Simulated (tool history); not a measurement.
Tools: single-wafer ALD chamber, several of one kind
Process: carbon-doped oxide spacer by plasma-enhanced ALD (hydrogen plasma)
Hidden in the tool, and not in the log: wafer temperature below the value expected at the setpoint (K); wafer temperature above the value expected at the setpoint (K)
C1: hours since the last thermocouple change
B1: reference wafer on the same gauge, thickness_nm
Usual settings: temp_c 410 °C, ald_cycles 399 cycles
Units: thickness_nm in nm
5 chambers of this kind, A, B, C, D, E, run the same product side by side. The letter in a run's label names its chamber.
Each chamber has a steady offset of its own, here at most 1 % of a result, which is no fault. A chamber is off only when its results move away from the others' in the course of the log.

Run 1B, hour 11.5: usual settings; C1 564.7; B1 20.811. Result: thickness_nm 19.247 nm.
Run 2A, hour 27: usual settings; C1 809.8; B1 20.782. Result: thickness_nm 19.398 nm.
Run 3C, hour 41.3: usual settings; C1 1116.1; B1 20.793. Result: thickness_nm 19.131 nm.
Run 4E, hour 57.8: usual settings; C1 604; B1 20.763. Result: thickness_nm 19.298 nm.
Run 5D, hour 67.5: usual settings; C1 854.8; B1 20.788. Result: thickness_nm 19.566 nm.
Run 6B, hour 78.8: usual settings; C1 632; B1 20.811. Result: thickness_nm 19.339 nm.
Run 7E, hour 94.6: usual settings; C1 640.8; B1 20.817. Result: thickness_nm 19.515 nm.
Run 8D, hour 108.2: usual settings; C1 895.5; B1 20.83. Result: thickness_nm 19.403 nm.
Run 9A, hour 122.2: usual settings; C1 905; B1 20.804. Result: thickness_nm 19.48 nm.
Run 10C, hour 132.1: usual settings; C1 1206.9; B1 20.816. Result: thickness_nm 19.267 nm.
Run 11D, hour 139.8: usual settings but temp_c 401 °C, ald_cycles 429 cycles; C1 927.1; B1 20.783. Result: thickness_nm 21.666 nm.
Run 12A, hour 152: usual settings but temp_c 401 °C, ald_cycles 429 cycles; C1 934.8; B1 20.795. Result: thickness_nm 21.571 nm.
Run 13C, hour 159.5: usual settings but temp_c 401 °C, ald_cycles 429 cycles; C1 1234.3; B1 20.808. Result: thickness_nm 21.19 nm.
Run 14E, hour 175.3: usual settings but temp_c 401 °C, ald_cycles 429 cycles; C1 721.5; B1 20.802. Result: thickness_nm 21.591 nm.
Run 15B, hour 183.7: usual settings but temp_c 401 °C, ald_cycles 429 cycles; C1 736.9; B1 20.784. Result: thickness_nm 21.155 nm.
Run 16E, hour 195.5: usual settings; C1 741.7; B1 20.826. Result: thickness_nm 19.348 nm.
Run 17C, hour 210.3: usual settings; C1 1285.1; B1 20.807. Result: thickness_nm 19.257 nm.
Run 18B, hour 224.6: usual settings but ald_cycles 476 cycles; C1 777.8; B1 20.773. Result: thickness_nm 23.031 nm.
Run 19D, hour 240.4: usual settings but ald_cycles 476 cycles; C1 1027.7; B1 20.79. Result: thickness_nm 23.112 nm.
Run 20A, hour 254.3: usual settings but ald_cycles 476 cycles; C1 1037.1; B1 20.784. Result: thickness_nm 23.323 nm.
Run 21D, hour 270.4: usual settings but ald_cycles 476 cycles; C1 1057.7; B1 20.814. Result: thickness_nm 22.993 nm.
Run 22E, hour 284.2: usual settings but ald_cycles 476 cycles; C1 830.4; B1 20.79. Result: thickness_nm 23.044 nm.
Run 23B, hour 293.8: usual settings; C1 847; B1 20.785. Result: thickness_nm 19.236 nm.
Run 24A, hour 306.6: usual settings but ald_cycles 351 cycles; C1 1089.4; B1 20.817. Result: thickness_nm 17.143 nm.
Run 25C, hour 315.2: usual settings but ald_cycles 351 cycles; C1 1390; B1 20.789. Result: thickness_nm 16.949 nm.
Run 26C, hour 322.4: usual settings but ald_cycles 351 cycles; C1 1397.2; B1 20.774. Result: thickness_nm 16.818 nm.
Run 27A, hour 333.8: usual settings but ald_cycles 351 cycles; C1 1116.6; B1 20.8. Result: thickness_nm 17.223 nm.
Run 28D, hour 343.6: usual settings but ald_cycles 351 cycles; C1 1130.9; B1 20.775. Result: thickness_nm 17.144 nm.
Run 29E, hour 359.4: usual settings; C1 905.6; B1 20.825. Result: thickness_nm 19.525 nm.
Run 30B, hour 370.3: usual settings but temp_c 399 °C, ald_cycles 423 cycles; C1 923.5; B1 20.8. Result: thickness_nm 21.078 nm.
Run 31E, hour 377.8: usual settings but temp_c 399 °C, ald_cycles 423 cycles; C1 924; B1 20.799. Result: thickness_nm 21.318 nm.
Run 32C, hour 391.5: usual settings but temp_c 399 °C, ald_cycles 423 cycles; C1 1466.3; B1 20.791. Result: thickness_nm 21.218 nm.
Run 33B, hour 406.3: usual settings but temp_c 399 °C, ald_cycles 423 cycles; C1 959.5; B1 20.791. Result: thickness_nm 21.111 nm.
Run 34A, hour 422.2: usual settings but temp_c 399 °C, ald_cycles 423 cycles; C1 1205; B1 20.808. Result: thickness_nm 21.229 nm.
Run 35D, hour 431.7: usual settings but ald_cycles 468 cycles; C1 1219; B1 20.769. Result: thickness_nm 22.707 nm.
Run 36D, hour 442.9: usual settings but ald_cycles 468 cycles; C1 1230.2; B1 20.812. Result: thickness_nm 22.821 nm.
Run 37A, hour 450.4: usual settings but ald_cycles 468 cycles; C1 1233.2; B1 20.808. Result: thickness_nm 22.869 nm.
Run 38E, hour 459.7: usual settings but ald_cycles 468 cycles; C1 1005.9; B1 20.766. Result: thickness_nm 22.788 nm.
Run 39C, hour 473.1: usual settings but ald_cycles 468 cycles; C1 1547.9; B1 20.811. Result: thickness_nm 22.397 nm.
At hour 473.8: chamber C: thermocouple changed; heater temperature recalibrated.
Run 40B, hour 482.7: usual settings; C1 1035.9; B1 20.79. Result: thickness_nm 19.346 nm.
Run 41B, hour 497.2: usual settings but ald_cycles 465 cycles; C1 1050.4; B1 20.816. Result: thickness_nm 22.607 nm.
Run 42E, hour 509.8: usual settings but ald_cycles 465 cycles; C1 1056; B1 20.789. Result: thickness_nm 22.487 nm.
Run 43C, hour 523.9: usual settings but ald_cycles 465 cycles; C1 50.1; B1 20.799. Result: thickness_nm 22.485 nm.

All 5 chambers run these settings next. Forecast each chamber's results:
Run 44A, hour 535.8: usual settings but ald_cycles 446 cycles. Result: thickness_nm ?.
Run 44B, hour 535.8: usual settings but ald_cycles 446 cycles. Result: thickness_nm ?.
Run 44C, hour 535.8: usual settings but ald_cycles 446 cycles. Result: thickness_nm ?.
Run 44D, hour 535.8: usual settings but ald_cycles 446 cycles. Result: thickness_nm ?.
Run 44E, hour 535.8: usual settings but ald_cycles 446 cycles. Result: thickness_nm ?.

run  thickness_nm
44A        21.918
44B        21.533
44C        21.551
44D        21.563
44E        21.456
